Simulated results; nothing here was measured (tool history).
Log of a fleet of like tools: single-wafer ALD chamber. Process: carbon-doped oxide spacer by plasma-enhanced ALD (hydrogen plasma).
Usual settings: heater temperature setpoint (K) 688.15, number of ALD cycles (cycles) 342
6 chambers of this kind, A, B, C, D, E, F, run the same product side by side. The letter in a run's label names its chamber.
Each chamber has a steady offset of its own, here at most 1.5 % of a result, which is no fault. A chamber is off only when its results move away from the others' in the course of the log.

run,hour,heater temperature setpoint (K),number of ALD cycles (cycles),hours since the last thermocouple change,"read-back reference wafer on the same gauge, thickness_nm",mean film thickness on the monitor wafer (angstrom)
1F,8.7,688.15,342,531.4,19.195,161.51
2E,19.3,688.15,342,1328,19.203,162.19
3B,28,688.15,342,2405.3,19.214,164.44
4C,37.1,688.15,342,1951.2,19.199,163.15
5A,44.3,688.15,342,97.5,19.213,162.12
6D,56.5,688.15,342,1221.3,19.19,164.88
7C,67.4,688.15,342,1981.5,19.206,164.28
8A,78.2,688.15,342,131.4,19.203,162.58
9F,92.1,688.15,342,614.8,19.197,161.33
10E,104.2,688.15,342,1412.9,19.202,162.57
11D,113.9,679.15,384,1278.7,19.206,190.22
12B,123,679.15,384,2500.3,19.196,189.53
13A,136,679.15,384,189.2,19.202,187.64
14D,144,679.15,384,1308.8,19.209,190.26
15B,156,679.15,384,2533.3,19.192,189.87
16C,162,679.15,384,2076.1,19.193,189.06
17E,170.4,688.15,342,1479.1,19.197,162.51
18F,177.9,699.15,342,700.6,19.202,156.39
19B,189,699.15,342,2566.3,19.208,159.46
20A,195.3,699.15,342,248.5,19.192,157.24
21F,202.7,699.15,342,725.4,19.198,156.43
22C,211.1,699.15,342,2125.2,19.199,158.4
23D,217.1,699.15,342,1381.9,19.191,159.91
24E,226.7,688.15,342,1535.4,19.203,162.67
25E,233,688.15,342,1541.7,19.193,162.54
26B,243.9,688.15,342,2621.2,19.197,164.5
27A,255,688.15,308,308.2,19.191,146.34
28D,264.5,688.15,308,1429.3,19.202,148.28
29C,275.2,688.15,308,2189.3,19.198,147.29
30F,282.6,688.15,308,805.3,19.198,145.54
31E,292.3,688.15,308,1601,19.192,146.28
32D,299.8,688.15,308,1464.6,19.203,148.89
33C,311.4,688.15,342,2225.5,19.206,163.43
34F,318.1,688.15,342,840.8,19.194,161.89
35B,326.4,688.15,342,2703.7,19.198,165.05
36A,332.6,688.15,342,385.8,19.195,163

Is one chamber off against the others, does the gauge drift, or is nothing wrong? If a chamber is off, say which, and what the likeliest cause is.

No chamber stands off beyond its own small offset, and the gauge holds steady.
